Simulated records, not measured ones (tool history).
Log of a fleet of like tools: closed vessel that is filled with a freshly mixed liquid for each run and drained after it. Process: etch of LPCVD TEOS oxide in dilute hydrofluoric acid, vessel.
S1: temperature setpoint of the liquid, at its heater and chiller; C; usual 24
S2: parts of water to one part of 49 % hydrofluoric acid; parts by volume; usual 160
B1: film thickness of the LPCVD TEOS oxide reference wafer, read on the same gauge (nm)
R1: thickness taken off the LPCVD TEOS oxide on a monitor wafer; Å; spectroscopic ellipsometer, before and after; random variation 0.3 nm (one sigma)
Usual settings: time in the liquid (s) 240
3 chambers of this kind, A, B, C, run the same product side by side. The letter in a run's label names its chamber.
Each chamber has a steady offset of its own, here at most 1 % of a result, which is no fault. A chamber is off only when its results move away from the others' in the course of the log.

Run 1C, hour 8.2: usual settings; B1 140.01. Result: R1 384.97 Å.
Run 2A, hour 12.5: usual settings; B1 140.02. Result: R1 385.42 Å.
Run 3B, hour 19.4: usual settings; B1 140.01. Result: R1 394.96 Å.
Run 4A, hour 25.9: usual settings; B1 139.98. Result: R1 384.74 Å.
Run 5B, hour 33.6: usual settings; B1 140. Result: R1 394.96 Å.
Run 6C, hour 41.2: usual settings; B1 139.99. Result: R1 379.19 Å.
Run 7C, hour 47.4: usual settings but S2 95 parts by volume; B1 140.01. Result: R1 686.14 Å.
Run 8A, hour 52.6: usual settings but S2 95 parts by volume; B1 140. Result: R1 708.21 Å.
Run 9B, hour 57.6: usual settings but S2 95 parts by volume; B1 140.02. Result: R1 708.24 Å.
Run 10A, hour 62.3: usual settings; B1 140.01. Result: R1 390.43 Å.
Run 11B, hour 70.4: usual settings; B1 140.02. Result: R1 390.69 Å.
Run 12C, hour 75.8: usual settings; B1 139.99. Result: R1 381.04 Å.
Run 13C, hour 83.2: usual settings; B1 140.01. Result: R1 379.68 Å.
Run 14A, hour 88: usual settings; B1 140.02. Result: R1 379.75 Å.
Run 15B, hour 96.1: usual settings; B1 140. Result: R1 391.9 Å.
Run 16B, hour 104: usual settings; B1 140. Result: R1 391.99 Å.
Run 17C, hour 111.6: usual settings; B1 140. Result: R1 383.23 Å.
Run 18A, hour 115.9: usual settings; B1 139.98. Result: R1 373.59 Å.
Run 19A, hour 122.5: usual settings; B1 140. Result: R1 372.62 Å.
Run 20C, hour 128.5: usual settings; B1 140.01. Result: R1 382.81 Å.
Run 21B, hour 136.5: usual settings; B1 139.98. Result: R1 391.41 Å.
Run 22C, hour 142.1: usual settings; B1 140.02. Result: R1 382.17 Å.
Run 23A, hour 147.7: usual settings; B1 140. Result: R1 366.16 Å.
Run 24B, hour 152.9: usual settings; B1 140.01. Result: R1 392.6 Å.
Run 25A, hour 160.8: usual settings; B1 140.02. Result: R1 355.69 Å.
Run 26B, hour 165.8: usual settings but S1 19 C; B1 139.99. Result: R1 321.85 Å.
Run 27C, hour 170.9: usual settings but S1 19 C; B1 139.98. Result: R1 314.71 Å.
Run 28A, hour 177.8: usual settings but S1 19 C; B1 139.99. Result: R1 286.03 Å.

Next, every chamber runs the same settings. What will each give?
Run 29A, hour 183.7: usual settings but S1 26 C. Result: R1 ?.
Run 29B, hour 183.7: usual settings but S1 26 C. Result: R1 ?.
Run 29C, hour 183.7: usual settings but S1 26 C. Result: R1 ?.

run      R1
29A  370.84
29B  422.18
29C  417.22
